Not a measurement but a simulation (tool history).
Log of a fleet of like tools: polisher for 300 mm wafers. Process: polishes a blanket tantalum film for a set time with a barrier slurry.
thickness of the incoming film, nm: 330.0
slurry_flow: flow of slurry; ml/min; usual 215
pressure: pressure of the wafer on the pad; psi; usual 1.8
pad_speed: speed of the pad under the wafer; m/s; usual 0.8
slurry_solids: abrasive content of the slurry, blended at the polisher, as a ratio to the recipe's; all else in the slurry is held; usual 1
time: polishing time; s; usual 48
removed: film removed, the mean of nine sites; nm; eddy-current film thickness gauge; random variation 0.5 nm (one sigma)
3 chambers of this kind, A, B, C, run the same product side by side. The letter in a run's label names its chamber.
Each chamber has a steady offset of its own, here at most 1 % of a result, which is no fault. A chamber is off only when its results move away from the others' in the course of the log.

run	hour	slurry_flow	pressure	pad_speed	slurry_solids	time	wafers polished on this pad	hours since the slurry nozzle was cleaned	hours since the head pressure was calibrated	hours since the slurry blender was calibrated	removed
1A	5.6	215	1.8	0.8	1	48	1056	337.4	233.9	136.5	53.4
2C	15.2	215	1.8	0.8	1	48	832	292.6	63.4	131.8	52.596
# hour 21.6: chamber A: worn pad replaced by a new one
# hour 24.4: chamber C: worn pad replaced by a new one
3B	24.7	215	1.8	0.8	1	48	483	621.1	265.4	59.1	53.304
4B	32.9	215	1.8	0.8	1	48	541	629.3	273.6	67.3	54.059
5C	44	215	1.8	0.8	1	48	137	321.4	92.2	160.6	53.795
6A	53.3	215	1.8	0.8	1	48	223	385.1	281.6	184.2	52.95
7C	62.8	215	1.8	0.8	1	48	270	340.2	111	179.4	53.523
8B	70.2	215	1.8	0.56	0.85	48	803	666.6	310.9	104.6	35.673
9A	81.8	215	1.8	0.56	0.85	48	423	413.6	310.1	212.7	34.885
# hour 83.4: chamber B: worn pad replaced by a new one
# hour 83.4: chamber B: head pressure recalibrated
10C	87.1	215	1.8	0.56	0.85	48	441	364.5	135.3	203.7	35.647
11A	95.9	215	1.8	0.8	1	48	522	427.7	324.2	226.8	52.781
12B	104.6	215	1.8	0.68	1	48	149	701	21.3	139	45.673
# hour 104.8: chamber A: slurry nozzle cleaned
# hour 108.1: chamber A: slurry blender recalibrated
13A	114.2	215	1.8	0.68	1	48	651	9.5	342.5	6.2	44.094
14B	121.5	215	1.8	0.68	1	48	268	717.9	38.2	155.9	45.55
15C	128.2	215	1.8	0.8	1	48	730	405.6	176.4	244.8	53.237
# hour 129: chamber C: slurry blender recalibrated
16B	135.1	215	1.8	0.8	1	48	364	731.5	51.8	169.5	54.86
17A	143.9	215	2	0.54	1	48	860	39.2	372.2	35.9	38.553
18C	149.6	215	2	0.54	1	48	880	427	197.8	20.7	39.911
19A	155.3	215	2	0.54	1	48	940	50.6	383.6	47.3	38.362
# hour 165.4: chamber A: worn pad replaced by a new one
20B	166.7	215	1.8	0.8	1	48	586	763.1	83.4	201.1	54.468
21C	173.4	215	1.8	0.8	1	48	1047	450.8	221.6	44.5	53.378
# hour 180.4: chamber C: worn pad replaced by a new one
22C	184.8	215	1.8	0.8	1	48	30	462.2	233	55.9	53.433
23A	193.1	215	1.8	0.8	1	48	195	88.4	421.4	85.1	51.253
24B	200.9	215	1.8	0.8	1	48	826	797.3	117.6	235.3	54.271
25C	213	215	1.8	0.8	1	48	229	490.4	261.2	84.1	53.716
26B	223.6	215	1.8	0.8	1	48	986	820	140.3	258	53.938
# hour 230.4: chamber B: worn pad replaced by a new one
27A	233.6	215	1.8	0.8	1	48	480	128.9	461.9	125.6	50.893
# hour 235.5: chamber B: slurry nozzle cleaned
28A	244.7	215	1.8	0.8	0.85	48	558	140	473	136.7	48.429
29C	256.4	215	1.8	0.8	0.85	48	534	533.8	304.6	127.5	50.643
30B	265.9	215	1.8	0.8	0.85	48	250	30.4	182.6	300.3	50.402
31B	272.3	190	1.8	0.8	1	63	295	36.8	189	306.7	69.174
# hour 277.9: chamber B: slurry blender recalibrated
32C	283.3	190	1.8	0.8	1	63	723	560.7	331.5	154.4	69.159
33A	293.7	190	1.8	0.8	1	63	902	189	522	185.7	63.407
34A	302.6	215	2.2	0.8	1	48	965	197.9	530.9	194.6	60.33
35C	314	215	2.2	0.8	1	48	939	591.4	362.2	185.1	64.421
# hour 325: chamber A: slurry blender recalibrated
36B	325.7	215	2.2	0.8	1	48	670	90.2	242.4	47.8	66.083
# hour 326.5: chamber A: worn pad replaced by a new one
# hour 335.9: chamber C: worn pad replaced by a new one
37A	336.5	215	1.8	0.8	1	48	70	231.8	564.8	11.5	49.457
38C	344.6	215	1.8	0.8	1	48	61	622	392.8	215.7	53.021
39B	351.7	215	1.8	0.8	1	48	853	116.2	268.4	73.8	54.222
40B	362.1	215	1.8	0.8	1	48	926	126.6	278.8	84.2	54.328
41A	370.2	215	1.8	0.8	1	48	307	265.5	598.5	45.2	49.015
# hour 379.4: chamber C: slurry blender recalibrated
42C	381.6	215	1.8	0.8	1	48	321	659	429.8	2.2	53.263

Next, every chamber runs the same settings. What will each give?
43A	390.5	215	1.4	0.8	1	48					?
43B	390.5	215	1.4	0.8	1	48					?
43C	390.5	215	1.4	0.8	1	48					?

run	removed
43A	38.239
43B	41.268
43C	41.559

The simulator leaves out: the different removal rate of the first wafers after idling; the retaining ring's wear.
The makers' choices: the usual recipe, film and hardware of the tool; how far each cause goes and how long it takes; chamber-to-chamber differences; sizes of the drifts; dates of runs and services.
